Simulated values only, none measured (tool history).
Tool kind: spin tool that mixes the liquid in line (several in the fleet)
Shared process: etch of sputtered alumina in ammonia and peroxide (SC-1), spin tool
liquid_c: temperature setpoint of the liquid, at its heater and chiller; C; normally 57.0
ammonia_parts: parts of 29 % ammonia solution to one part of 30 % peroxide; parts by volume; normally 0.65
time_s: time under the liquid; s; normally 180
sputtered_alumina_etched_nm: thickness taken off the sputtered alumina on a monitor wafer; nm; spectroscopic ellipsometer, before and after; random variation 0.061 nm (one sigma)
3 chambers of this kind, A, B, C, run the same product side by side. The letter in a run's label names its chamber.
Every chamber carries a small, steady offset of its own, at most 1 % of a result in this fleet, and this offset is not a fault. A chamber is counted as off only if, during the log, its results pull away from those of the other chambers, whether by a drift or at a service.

run   hour  liquid_c  ammonia_parts  time_s  hours since the thermometer was replaced  hours since the ammonia flow meter was replaced  hours since the heated supply line was repaired  hours since the drum of ammonia solution was connected  read-back film thickness of the sputtered alumina reference wafer, read on the same gauge (nm)  sputtered_alumina_etched_nm
 1A    6.8      57.0           0.65     180                                    1038.1                                            432.7                                           1244.3                                                   139.1                                                                                          79.996                      10.2890
 2C   13.2      57.0           0.65     180                                     735.9                                            276.5                                            363.0                                                   307.5                                                                                          79.991                      10.4360
 3B   20.9      57.0           0.65     180                                    2630.0                                            136.2                                           1140.3                                                   589.8                                                                                          79.981                      10.4630
 4B   28.3      57.0           0.65     180                                    2637.4                                            143.6                                           1147.7                                                   597.2                                                                                          79.999                      10.4320
 5A   34.4      57.0           0.65     270                                    1065.7                                            460.3                                           1271.9                                                   166.7                                                                                          79.995                      15.5050
 6C   43.8      57.0           0.65     270                                     766.5                                            307.1                                            393.6                                                   338.1                                                                                          79.997                      15.6030
 7C   50.8      57.0           0.65     270                                     773.5                                            314.1                                            400.6                                                   345.1                                                                                          80.003                      15.4920
      59.6  -- chamber B: new drum of ammonia solution connected
 8B   59.6      57.0           0.65     180                                    2668.7                                            174.9                                           1179.0                                                     0.1                                                                                          80.005                      10.4170
 9A   68.8      57.0           0.65     180                                    1100.1                                            494.7                                           1306.3                                                   201.1                                                                                          80.005                      10.3970
10B   74.4      57.0           0.65     180                                    2683.5                                            189.7                                           1193.8                                                    14.9                                                                                          80.001                      10.4910
11A   82.3      57.0           0.95     240                                    1113.6                                            508.2                                           1319.8                                                   214.6                                                                                          79.993                      14.1860
      90.4  -- chamber B: thermometer replaced
12C   90.8      57.0           0.95     240                                     813.5                                            354.1                                            440.6                                                   385.1                                                                                          79.999                      14.3550
13C   97.6      57.0           0.95     240                                     820.3                                            360.9                                            447.4                                                   391.9                                                                                          80.002                      14.4050
14B  106.2      57.0           0.65     180                                      15.8                                            221.5                                           1225.6                                                    46.7                                                                                          79.993                      10.5720
15A  113.0      49.5           0.65     180                                    1144.3                                            538.9                                           1350.5                                                   245.3                                                                                          80.009                       6.9752
16B  119.4      49.5           0.65     180                                      29.0                                            234.7                                           1238.8                                                    59.9                                                                                          79.996                       6.9623
17C  124.8      49.5           0.65     180                                     847.5                                            388.1                                            474.6                                                   419.1                                                                                          79.996                       6.9921
18A  129.9      57.0           0.65     180                                    1161.2                                            555.8                                           1367.4                                                   262.2                                                                                          80.007                      10.2070
19B  136.7      57.0           0.65     180                                      46.3                                            252.0                                           1256.1                                                    77.2                                                                                          80.002                      10.4810
20C  143.4      48.0           0.65     180                                     866.1                                            406.7                                            493.2                                                   437.7                                                                                          80.001                       6.3609

Which is it: a chamber that has drifted or been left off by a service, a gauge drift common to all chambers, or only each chamber's usual small offset? If a chamber is off, name it and its likeliest cause.

Beyond each chamber's small constant offset nothing stands out, and the gauge stays steady.
